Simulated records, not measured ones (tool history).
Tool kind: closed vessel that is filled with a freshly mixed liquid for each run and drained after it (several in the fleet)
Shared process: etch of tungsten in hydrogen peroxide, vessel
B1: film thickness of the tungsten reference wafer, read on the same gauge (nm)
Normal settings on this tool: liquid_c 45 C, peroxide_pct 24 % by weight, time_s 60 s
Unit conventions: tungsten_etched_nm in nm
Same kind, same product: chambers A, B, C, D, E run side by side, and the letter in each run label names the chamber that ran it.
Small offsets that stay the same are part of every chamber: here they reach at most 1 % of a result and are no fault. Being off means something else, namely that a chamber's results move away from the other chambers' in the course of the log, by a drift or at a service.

run 1C day=0.238 | liquid_c=45 peroxide_pct=24 time_s=60 | B1=49.99 | tungsten_etched_nm=50.832
run 2A day=0.408 | liquid_c=45 peroxide_pct=24 time_s=60 | B1=49.995 | tungsten_etched_nm=50.428
run 3D day=0.521 | liquid_c=45 peroxide_pct=24 time_s=60 | B1=49.993 | tungsten_etched_nm=51.009
run 4B day=0.65 | liquid_c=45 peroxide_pct=24 time_s=60 | B1=50.015 | tungsten_etched_nm=50.984
run 5E day=0.879 | liquid_c=45 peroxide_pct=24 time_s=60 | B1=49.986 | tungsten_etched_nm=50.782
run 6A day=0.988 | liquid_c=45 peroxide_pct=24 time_s=60 | B1=50.015 | tungsten_etched_nm=50.141
run 7D day=1.1 | liquid_c=45 peroxide_pct=24 time_s=60 | B1=50.003 | tungsten_etched_nm=50.215
run 8B day=1.262 | liquid_c=45 peroxide_pct=24 time_s=60 | B1=50.006 | tungsten_etched_nm=50.906
run 9C day=1.492 | liquid_c=45 peroxide_pct=24 time_s=60 | B1=50.013 | tungsten_etched_nm=50.384
run 10E day=1.675 | liquid_c=45 peroxide_pct=24 time_s=60 | B1=50.003 | tungsten_etched_nm=50.838
run 11B day=1.796 | liquid_c=52.5 peroxide_pct=18.5 time_s=60 | B1=50.011 | tungsten_etched_nm=70.764
run 12C day=2.042 | liquid_c=52.5 peroxide_pct=18.5 time_s=60 | B1=50.001 | tungsten_etched_nm=71.652
run 13E day=2.262 | liquid_c=52.5 peroxide_pct=18.5 time_s=60 | B1=49.99 | tungsten_etched_nm=70.682
run 14A day=2.375 | liquid_c=52.5 peroxide_pct=18.5 time_s=60 | B1=49.997 | tungsten_etched_nm=70.738
run 15D day=2.538 | liquid_c=52.5 peroxide_pct=18.5 time_s=60 | B1=49.971 | tungsten_etched_nm=69.708
run 16C day=2.775 | liquid_c=45 peroxide_pct=24 time_s=60 | B1=49.991 | tungsten_etched_nm=50.872
run 17B day=2.929 | liquid_c=45 peroxide_pct=24 time_s=40 | B1=49.952 | tungsten_etched_nm=33.942
run 18A day=3.133 | liquid_c=45 peroxide_pct=24 time_s=40 | B1=49.998 | tungsten_etched_nm=33.414
run 19D day=3.304 | liquid_c=45 peroxide_pct=24 time_s=40 | B1=50.021 | tungsten_etched_nm=32.799
run 20E day=3.471 | liquid_c=45 peroxide_pct=24 time_s=40 | B1=50.017 | tungsten_etched_nm=33.762
run 21C day=3.592 | liquid_c=45 peroxide_pct=24 time_s=40 | B1=50.028 | tungsten_etched_nm=33.749
-- day=3.696 chamber E: thermometer replaced
run 22E day=3.746 | liquid_c=45 peroxide_pct=24 time_s=60 | B1=50.039 | tungsten_etched_nm=50.299
run 23B day=3.988 | liquid_c=45 peroxide_pct=24 time_s=60 | B1=50.006 | tungsten_etched_nm=50.884
run 24A day=4.204 | liquid_c=45 peroxide_pct=24 time_s=60 | B1=50.016 | tungsten_etched_nm=50.731
run 25D day=4.321 | liquid_c=45 peroxide_pct=24 time_s=60 | B1=50.032 | tungsten_etched_nm=49.107
run 26B day=4.538 | liquid_c=45 peroxide_pct=24 time_s=60 | B1=50.009 | tungsten_etched_nm=51.449
run 27D day=4.712 | liquid_c=45 peroxide_pct=21 time_s=60 | B1=50.022 | tungsten_etched_nm=46.031
run 28E day=4.821 | liquid_c=45 peroxide_pct=21 time_s=60 | B1=49.995 | tungsten_etched_nm=47.323
run 29C day=4.983 | liquid_c=45 peroxide_pct=21 time_s=60 | B1=50.011 | tungsten_etched_nm=47.495
run 30A day=5.221 | liquid_c=45 peroxide_pct=21 time_s=60 | B1=49.992 | tungsten_etched_nm=47.245
run 31A day=5.388 | liquid_c=45 peroxide_pct=21 time_s=60 | B1=49.999 | tungsten_etched_nm=46.51
run 32C day=5.629 | liquid_c=45 peroxide_pct=24 time_s=60 | B1=49.997 | tungsten_etched_nm=50.658
run 33D day=5.842 | liquid_c=45 peroxide_pct=24 time_s=60 | B1=49.995 | tungsten_etched_nm=49.381
run 34B day=5.958 | liquid_c=45 peroxide_pct=24 time_s=60 | B1=50.041 | tungsten_etched_nm=50.858
run 35E day=6.167 | liquid_c=45 peroxide_pct=24 time_s=60 | B1=50.012 | tungsten_etched_nm=51.098

Is one chamber out of step, is the gauge drifting, or do the chambers differ by no more than their own small offsets? For an off chamber, give its letter and the likeliest cause.

One chamber, D, drifts off from the rest bit by bit.
Cause: peroxide flow below the setpoint (%) = 6.76.
With only this log, it may be confused with: liquid colder than its thermometer reads (K); peroxide weaker than its label (%).

Here are 4 candidates for chamber D's next run, each the usual settings with a change, their results left as question marks. Which one brings its results back in line with what the others give on the usual settings?
Maximum distance from the other chambers' mean on the usual settings for a result to count as in line: tungsten_etched_nm 0.91 nm
run 36D-1 day=6.342 | liquid_c=44.5 peroxide_pct=24 time_s=60 | tungsten_etched_nm=?
run 36D-2 day=6.342 | liquid_c=44 peroxide_pct=24 time_s=60 | tungsten_etched_nm=?
run 36D-3 day=6.342 | liquid_c=45 peroxide_pct=27 time_s=60 | tungsten_etched_nm=?
run 36D-4 day=6.342 | liquid_c=45 peroxide_pct=25.5 time_s=60 | tungsten_etched_nm=?

Mean of the other chambers on the usual settings: tungsten_etched_nm 50.591 nm
run=36D-1 tungsten_etched_nm=47.506
run=36D-2 tungsten_etched_nm=46.024
run=36D-3 tungsten_etched_nm=51.981
run=36D-4 tungsten_etched_nm=50.527
36D-4 is the one that brings the chamber's results back in line with the other chambers.
